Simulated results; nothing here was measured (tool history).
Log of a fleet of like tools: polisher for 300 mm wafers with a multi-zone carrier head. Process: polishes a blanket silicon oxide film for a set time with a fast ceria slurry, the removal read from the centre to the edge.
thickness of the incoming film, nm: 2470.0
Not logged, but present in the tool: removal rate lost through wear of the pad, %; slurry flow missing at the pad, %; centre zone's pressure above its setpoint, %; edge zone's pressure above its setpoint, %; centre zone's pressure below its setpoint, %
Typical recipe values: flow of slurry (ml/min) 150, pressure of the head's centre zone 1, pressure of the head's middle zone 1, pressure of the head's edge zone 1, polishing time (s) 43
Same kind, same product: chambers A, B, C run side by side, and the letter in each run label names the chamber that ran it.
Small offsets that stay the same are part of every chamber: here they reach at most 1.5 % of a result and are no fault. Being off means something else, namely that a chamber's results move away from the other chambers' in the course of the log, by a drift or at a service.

run,day,flow of slurry (ml/min),pressure of the head's centre zone,pressure of the head's middle zone,pressure of the head's edge zone,polishing time (s),wafers polished on this pad,hours since the slurry nozzle was cleaned,hours since the centre zone pressure was calibrated,hours since the edge zone pressure was calibrated,film removed at the wafer's centre (nm),film removed at mid-radius (nm),film removed at the wafer's edge (nm)
1A,0.229,150,1,1,1,43,226,456.6,500.6,334.7,734,743.69,749.2
2B,0.458,150,1,1,1,43,613,72,782.6,566,734.28,744.61,735.84
# day 0.862: chamber B: worn pad replaced by a new one
3C,0.904,150,1,1,1,43,801,212.4,314.3,635.7,746.25,753.71,753.14
4B,1.192,150,1,1,1,43,121,89.6,800.2,583.6,751.32,768.33,740.07
5A,1.567,150,1,1,0.94,43,714,488.7,532.7,366.8,737.53,741,733.81
6C,1.892,150,1,1,0.94,43,1162,236.1,338,659.4,742.95,738.65,725.76
# day 2.175: chamber A: slurry nozzle cleaned
7B,2.283,150,1,1,0.94,43,520,115.8,826.4,609.8,751.58,764.45,717.75
8A,2.621,150,1,1,1,43,1099,10.8,558,392.1,720.16,739.58,754.76
# day 2.633: chamber C: worn pad replaced by a new one
# day 2.683: chamber B: worn pad replaced by a new one
9C,2.983,150,1,1,1,43,129,262.3,364.2,685.6,749.38,739.85,754.26
10C,3.321,150,1,1,1,43,252,270.4,372.3,693.7,740.04,748.98,729.24
11B,3.729,150,1,1,1,43,382,150.5,861.1,644.5,744.62,762.43,756.98
12A,4.021,150,1,1,1,43,1610,44.4,591.6,425.7,732.96,723.24,732.69
13A,4.371,150,1,1,1,43,1738,52.8,600,434.1,726.6,724.38,726.94
# day 4.512: chamber B: worn pad replaced by a new one
14B,4.796,150,1,1,1,43,104,176.1,886.7,670.1,751.24,747.92,751.78
15C,5.042,150,1,1,1,43,880,311.7,413.6,735,743.81,744.27,729.43
# day 5.096: chamber B: centre zone pressure recalibrated
16A,5.442,150,1,1,1,43,2129,78.5,625.7,459.8,707.69,715.75,711.12
17B,5.712,125,1,1,1,43,439,198.1,14.9,692.1,718.2,722.02,723.98
18C,5.917,125,1,1,1,43,1199,332.7,434.6,756,719.16,708.19,709.46
19A,6.171,125,1,1,1,43,2395,96,643.2,477.3,661.98,683.52,693.98
20C,6.533,150,1,1,1,43,1424,347.5,449.4,770.8,739.37,734.78,734.67
# day 6.55: chamber B: worn pad replaced by a new one
21B,6.862,150,1,1,1,43,115,225.7,42.5,719.7,749.77,746.32,741.47
# day 6.867: chamber C: worn pad replaced by a new one
22A,7.233,150,1,1,1,43,2783,121.5,668.7,502.8,691.2,707.16,721.67
23B,7.696,150,1,1,1,43,419,245.7,62.5,739.7,766.93,759.81,754.97
24C,8.129,150,1,1,1,43,460,385.8,487.7,809.1,742.69,744.62,743.06
25A,8.462,150,1,1,1,43,3232,151,698.2,532.3,686.41,693.96,711.45
# day 8.838: chamber B: worn pad replaced by a new one
26C,8.9,150,1,1,1,43,742,404.3,506.2,827.6,736.9,756.21,737.92
# day 9.004: chamber C: centre zone pressure recalibrated
27B,9.362,150,1,1,1,43,191,285.7,102.5,779.7,745.75,755.19,738.1
28A,9.596,150,1,1,1,43,3645,178.2,725.4,559.5,673.26,689.05,695.95
29C,9.904,150,0.9,1,1,43,1108,428.4,21.6,851.7,672.78,747.18,719.72
30B,10.346,150,0.9,1,1,43,550,309.3,126.1,803.3,664.29,762.4,756.22

Read the log: is a single chamber off, either drifting away or since a service, is the gauge that measures every chamber drifting, or is nothing wrong beyond small per-chamber offsets? Name any odd chamber and what most likely caused it.

Little by little, chamber A moves away from the other chambers.
Likeliest cause: removal rate lost through wear of the pad, % = 8.06.

Below are 4 candidate recipes for chamber A's next run, each the usual settings with a change, their results shown as question marks. Which of them brings A's results back in line with what the other chambers give on the usual settings?
Counts as in line when no further than this from what the other chambers average on the usual settings: film removed at the wafer's centre (nm) 27; film removed at mid-radius (nm) 24; film removed at the wafer's edge (nm) 31
31A-1,10.683,145,0.98,0.99,1.01,40,,,,,?,?,?
31A-2,10.683,155,1.04,1.02,0.98,49,,,,,?,?,?
31A-3,10.683,155,1.02,1.01,0.99,46,,,,,?,?,?
31A-4,10.683,145,0.97,0.98,1.02,38,,,,,?,?,?

On the usual settings, the other chambers give on average: film removed at the wafer's centre (nm) 747.6; film removed at mid-radius (nm) 749.92; film removed at the wafer's edge (nm) 741.36
run,film removed at the wafer's centre (nm),film removed at mid-radius (nm),film removed at the wafer's edge (nm)
31A-1,608.5,627.6,640.34
31A-2,807.49,800.54,779.01
31A-3,742.13,744.81,735.34
31A-4,571.58,590.71,611.61
31A-3 is the one that brings the chamber's results back in line with the other chambers.
